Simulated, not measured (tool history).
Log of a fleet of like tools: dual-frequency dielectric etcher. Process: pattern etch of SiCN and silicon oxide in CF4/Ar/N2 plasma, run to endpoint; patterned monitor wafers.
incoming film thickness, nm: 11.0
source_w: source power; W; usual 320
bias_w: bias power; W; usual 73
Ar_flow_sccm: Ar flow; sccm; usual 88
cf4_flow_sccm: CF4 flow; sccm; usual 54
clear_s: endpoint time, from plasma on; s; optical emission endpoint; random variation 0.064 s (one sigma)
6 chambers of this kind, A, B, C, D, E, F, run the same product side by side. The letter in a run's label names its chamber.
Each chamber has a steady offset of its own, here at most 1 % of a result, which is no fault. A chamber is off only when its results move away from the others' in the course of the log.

Run 1A, hour 9.5: usual settings. Result: clear_s 17.409 s.
Run 2C, hour 24.8: usual settings. Result: clear_s 17.446 s.
At hour 31.7: chamber B: wet clean of the chamber.
Run 3B, hour 38.6: usual settings. Result: clear_s 17.552 s.
Run 4E, hour 50.1: usual settings. Result: clear_s 17.454 s.
Run 5D, hour 58.5: usual settings. Result: clear_s 17.664 s.
Run 6F, hour 74: usual settings. Result: clear_s 17.497 s.
Run 7D, hour 82.1: usual settings. Result: clear_s 17.582 s.
Run 8A, hour 94: usual settings. Result: clear_s 17.677 s.
Run 9F, hour 102.4: usual settings but Ar_flow_sccm 77 sccm, cf4_flow_sccm 45 sccm. Result: clear_s 17.758 s.
Run 10C, hour 117.8: usual settings but Ar_flow_sccm 77 sccm, cf4_flow_sccm 45 sccm. Result: clear_s 17.59 s.
Run 11B, hour 128: usual settings but Ar_flow_sccm 77 sccm, cf4_flow_sccm 45 sccm. Result: clear_s 17.642 s.
Run 12E, hour 141.5: usual settings but Ar_flow_sccm 77 sccm, cf4_flow_sccm 45 sccm. Result: clear_s 17.685 s.
Run 13F, hour 154: usual settings but Ar_flow_sccm 77 sccm, cf4_flow_sccm 45 sccm. Result: clear_s 17.805 s.
Run 14A, hour 169.1: usual settings but Ar_flow_sccm 77 sccm, cf4_flow_sccm 45 sccm. Result: clear_s 17.662 s.
At hour 176.2: chamber B: source power generator calibrated.
Run 15E, hour 181.7: usual settings. Result: clear_s 17.608 s.
Run 16C, hour 189.5: usual settings. Result: clear_s 17.569 s.
Run 17B, hour 196.7: usual settings. Result: clear_s 17.739 s.
At hour 211.1: chamber C: wet clean of the chamber.
Run 18D, hour 211.5: usual settings. Result: clear_s 17.605 s.
Run 19B, hour 224.1: usual settings but bias_w 64 W. Result: clear_s 18.414 s.
Run 20A, hour 238.5: usual settings but bias_w 64 W. Result: clear_s 18.293 s.
Run 21D, hour 254.4: usual settings but bias_w 64 W. Result: clear_s 18.543 s.
At hour 266.2: chamber F: wet clean of the chamber.
Run 22C, hour 269.4: usual settings but bias_w 64 W. Result: clear_s 18.216 s.
Run 23F, hour 284.3: usual settings but bias_w 64 W. Result: clear_s 18.466 s.
Run 24E, hour 294.9: usual settings but bias_w 64 W. Result: clear_s 18.458 s.
Run 25E, hour 310.3: usual settings. Result: clear_s 17.574 s.
Run 26F, hour 322.7: usual settings. Result: clear_s 17.58 s.
Run 27B, hour 333.2: usual settings. Result: clear_s 17.615 s.
Run 28D, hour 345: usual settings. Result: clear_s 17.589 s.
At hour 349.7: chamber A: wet clean of the chamber.
Run 29A, hour 352.3: usual settings. Result: clear_s 17.631 s.
Run 30C, hour 364.8: usual settings. Result: clear_s 17.52 s.
Run 31F, hour 375: usual settings. Result: clear_s 17.648 s.
Run 32C, hour 387.6: usual settings. Result: clear_s 17.504 s.
At hour 391.5: chamber D: wet clean of the chamber.
Run 33D, hour 401.7: usual settings. Result: clear_s 17.71 s.
Run 34B, hour 417.2: usual settings. Result: clear_s 17.566 s.
Run 35A, hour 427.8: usual settings. Result: clear_s 17.48 s.
Run 36E, hour 436.2: usual settings. Result: clear_s 17.591 s.
At hour 442.8: chamber B: wet clean of the chamber.
Run 37F, hour 445.2: usual settings. Result: clear_s 17.597 s.
Run 38C, hour 453.4: usual settings. Result: clear_s 17.451 s.
Run 39A, hour 461.7: usual settings. Result: clear_s 17.466 s.
Run 40D, hour 472.7: usual settings. Result: clear_s 17.582 s.
Run 41E, hour 487.5: usual settings. Result: clear_s 17.471 s.
Run 42B, hour 502.3: usual settings. Result: clear_s 17.564 s.

All 6 chambers run these settings next. Forecast each chamber's results:
Run 43A, hour 513.6: usual settings but Ar_flow_sccm 67 sccm. Result: clear_s ?.
Run 43B, hour 513.6: usual settings but Ar_flow_sccm 67 sccm. Result: clear_s ?.
Run 43C, hour 513.6: usual settings but Ar_flow_sccm 67 sccm. Result: clear_s ?.
Run 43D, hour 513.6: usual settings but Ar_flow_sccm 67 sccm. Result: clear_s ?.
Run 43E, hour 513.6: usual settings but Ar_flow_sccm 67 sccm. Result: clear_s ?.
Run 43F, hour 513.6: usual settings but Ar_flow_sccm 67 sccm. Result: clear_s ?.

run  clear_s
43A   16.849
43B   16.917
43C   16.741
43D   16.954
43E   16.768
43F   16.997
